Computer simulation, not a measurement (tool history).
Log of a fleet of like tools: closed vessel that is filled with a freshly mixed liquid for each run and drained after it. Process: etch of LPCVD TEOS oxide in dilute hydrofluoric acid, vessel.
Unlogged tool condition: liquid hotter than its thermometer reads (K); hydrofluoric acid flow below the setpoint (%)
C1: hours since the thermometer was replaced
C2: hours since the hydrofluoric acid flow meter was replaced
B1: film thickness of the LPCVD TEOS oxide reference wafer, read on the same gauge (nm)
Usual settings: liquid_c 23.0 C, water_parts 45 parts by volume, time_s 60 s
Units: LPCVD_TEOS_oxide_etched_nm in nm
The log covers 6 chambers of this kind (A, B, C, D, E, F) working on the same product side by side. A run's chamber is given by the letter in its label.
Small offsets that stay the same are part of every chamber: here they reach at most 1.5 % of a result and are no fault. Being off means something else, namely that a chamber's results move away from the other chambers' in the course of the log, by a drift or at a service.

Run 1E, day 0.450: usual settings; C1 822.0; C2 299.8; B1 49.973. Result: LPCVD_TEOS_oxide_etched_nm 76.880 nm.
Run 2C, day 1.083: usual settings; C1 2513.6; C2 151.5; B1 49.993. Result: LPCVD_TEOS_oxide_etched_nm 75.849 nm.
Run 3D, day 1.596: usual settings; C1 454.4; C2 640.4; B1 49.984. Result: LPCVD_TEOS_oxide_etched_nm 76.018 nm.
Run 4F, day 2.042: usual settings; C1 1340.7; C2 391.5; B1 50.027. Result: LPCVD_TEOS_oxide_etched_nm 77.217 nm.
Run 5B, day 2.488: usual settings; C1 1022.2; C2 1555.2; B1 49.990. Result: LPCVD_TEOS_oxide_etched_nm 77.162 nm.
Run 6A, day 2.888: usual settings; C1 533.9; C2 372.0; B1 49.985. Result: LPCVD_TEOS_oxide_etched_nm 76.675 nm.
Run 7B, day 3.242: usual settings; C1 1040.3; C2 1573.3; B1 50.007. Result: LPCVD_TEOS_oxide_etched_nm 76.200 nm.
Run 8D, day 3.654: usual settings; C1 503.8; C2 689.8; B1 50.006. Result: LPCVD_TEOS_oxide_etched_nm 77.042 nm.
Run 9F, day 4.292: usual settings; C1 1394.7; C2 445.5; B1 49.969. Result: LPCVD_TEOS_oxide_etched_nm 75.716 nm.
Run 10E, day 4.862: usual settings; C1 927.9; C2 405.7; B1 50.030. Result: LPCVD_TEOS_oxide_etched_nm 77.681 nm.
Run 11C, day 5.392: usual settings but water_parts 30 parts by volume, time_s 80 s; C1 2617.0; C2 254.9; B1 49.972. Result: LPCVD_TEOS_oxide_etched_nm 151.690 nm.
Run 12A, day 5.829: usual settings but water_parts 30 parts by volume, time_s 80 s; C1 604.5; C2 442.6; B1 49.985. Result: LPCVD_TEOS_oxide_etched_nm 155.680 nm.
At day 6.025: chamber C: thermometer replaced.
Run 13B, day 6.183: usual settings but water_parts 30 parts by volume, time_s 80 s; C1 1110.9; C2 1643.9; B1 49.986. Result: LPCVD_TEOS_oxide_etched_nm 152.620 nm.
Run 14E, day 6.833: usual settings but water_parts 30 parts by volume, time_s 80 s; C1 975.2; C2 453.0; B1 49.971. Result: LPCVD_TEOS_oxide_etched_nm 154.660 nm.
Run 15F, day 7.454: usual settings but water_parts 30 parts by volume, time_s 80 s; C1 1470.6; C2 521.4; B1 50.019. Result: LPCVD_TEOS_oxide_etched_nm 153.390 nm.
Run 16C, day 7.808: usual settings but water_parts 30 parts by volume, time_s 80 s; C1 42.9; C2 312.9; B1 49.999. Result: LPCVD_TEOS_oxide_etched_nm 149.860 nm.
Run 17D, day 8.458: usual settings; C1 619.1; C2 805.1; B1 49.982. Result: LPCVD_TEOS_oxide_etched_nm 77.657 nm.
Run 18A, day 9.117: usual settings but liquid_c 20.0 C, time_s 50 s; C1 683.4; C2 521.5; B1 49.970. Result: LPCVD_TEOS_oxide_etched_nm 57.431 nm.
Run 19F, day 9.658: usual settings but liquid_c 20.0 C, time_s 50 s; C1 1523.5; C2 574.3; B1 50.010. Result: LPCVD_TEOS_oxide_etched_nm 56.666 nm.
Run 20A, day 10.329: usual settings but liquid_c 20.0 C, time_s 50 s; C1 712.5; C2 550.6; B1 49.969. Result: LPCVD_TEOS_oxide_etched_nm 56.339 nm.
Run 21B, day 10.683: usual settings but liquid_c 20.0 C, time_s 50 s; C1 1218.9; C2 1751.9; B1 49.995. Result: LPCVD_TEOS_oxide_etched_nm 56.096 nm.
Run 22D, day 11.288: usual settings but liquid_c 20.0 C, time_s 50 s; C1 687.0; C2 873.0; B1 49.998. Result: LPCVD_TEOS_oxide_etched_nm 56.858 nm.
Run 23C, day 11.675: usual settings but liquid_c 20.0 C, time_s 50 s; C1 135.7; C2 405.7; B1 50.010. Result: LPCVD_TEOS_oxide_etched_nm 53.283 nm.
Run 24E, day 12.062: usual settings; C1 1100.7; C2 578.5; B1 49.985. Result: LPCVD_TEOS_oxide_etched_nm 76.425 nm.
Run 25A, day 12.567: usual settings; C1 766.2; C2 604.3; B1 50.015. Result: LPCVD_TEOS_oxide_etched_nm 78.361 nm.
Run 26B, day 13.033: usual settings; C1 1275.3; C2 1808.3; B1 50.016. Result: LPCVD_TEOS_oxide_etched_nm 75.876 nm.
Run 27E, day 13.658: usual settings; C1 1139.0; C2 616.8; B1 49.975. Result: LPCVD_TEOS_oxide_etched_nm 76.579 nm.
Run 28F, day 13.962: usual settings; C1 1626.8; C2 677.6; B1 49.971. Result: LPCVD_TEOS_oxide_etched_nm 76.130 nm.
Run 29C, day 14.262: usual settings; C1 197.8; C2 467.8; B1 49.993. Result: LPCVD_TEOS_oxide_etched_nm 69.959 nm.
Run 30D, day 14.762: usual settings; C1 770.4; C2 956.4; B1 49.994. Result: LPCVD_TEOS_oxide_etched_nm 76.296 nm.
Run 31C, day 15.367: usual settings but time_s 40 s; C1 224.3; C2 494.3; B1 49.971. Result: LPCVD_TEOS_oxide_etched_nm 46.614 nm.
Run 32F, day 15.842: usual settings but time_s 40 s; C1 1671.9; C2 722.7; B1 50.015. Result: LPCVD_TEOS_oxide_etched_nm 50.502 nm.
Run 33E, day 16.246: usual settings but time_s 40 s; C1 1201.1; C2 678.9; B1 50.009. Result: LPCVD_TEOS_oxide_etched_nm 51.203 nm.
Run 34A, day 16.704: usual settings but time_s 40 s; C1 865.5; C2 703.6; B1 49.994. Result: LPCVD_TEOS_oxide_etched_nm 52.068 nm.
Run 35B, day 17.083: usual settings but time_s 40 s; C1 1372.5; C2 1905.5; B1 49.986. Result: LPCVD_TEOS_oxide_etched_nm 51.053 nm.
Run 36D, day 17.392: usual settings but time_s 40 s; C1 833.5; C2 1019.5; B1 49.978. Result: LPCVD_TEOS_oxide_etched_nm 50.684 nm.
Run 37B, day 17.867: usual settings; C1 1391.3; C2 1924.3; B1 49.975. Result: LPCVD_TEOS_oxide_etched_nm 76.169 nm.

Does one chamber stand apart from the rest, does the shared gauge drift, or is all well apart from small per-chamber offsets? Give the chamber and the most likely cause, where there is one.

One chamber, C, drifts off from the rest bit by bit.
Most likely cause: hydrofluoric acid flow below the setpoint (%) = 9.36.

Which of the 4 candidates below, each the usual settings with something changed and its results left as question marks, puts chamber C back in line with what the other chambers give on the usual settings?
A result is in line if it is within this distance of the other chambers' mean on the usual settings: LPCVD_TEOS_oxide_etched_nm 2.400 nm
Run 38C-1, day 18.350: usual settings but liquid_c 18.0 C. Result: LPCVD_TEOS_oxide_etched_nm ?.
Run 38C-2, day 18.350: usual settings but water_parts 40 parts by volume. Result: LPCVD_TEOS_oxide_etched_nm ?.
Run 38C-3, day 18.350: usual settings but liquid_c 22.5 C, time_s 55 s. Result: LPCVD_TEOS_oxide_etched_nm ?.
Run 38C-4, day 18.350: usual settings but water_parts 40 parts by volume, time_s 65 s. Result: LPCVD_TEOS_oxide_etched_nm ?.

Mean of the other chambers on the usual settings: LPCVD_TEOS_oxide_etched_nm 76.797 nm
  run  LPCVD_TEOS_oxide_etched_nm
38C-1                      55.409
38C-2                      77.518
38C-3                      61.387
38C-4                      83.978
It is 38C-2 that realigns the chamber with its peers.
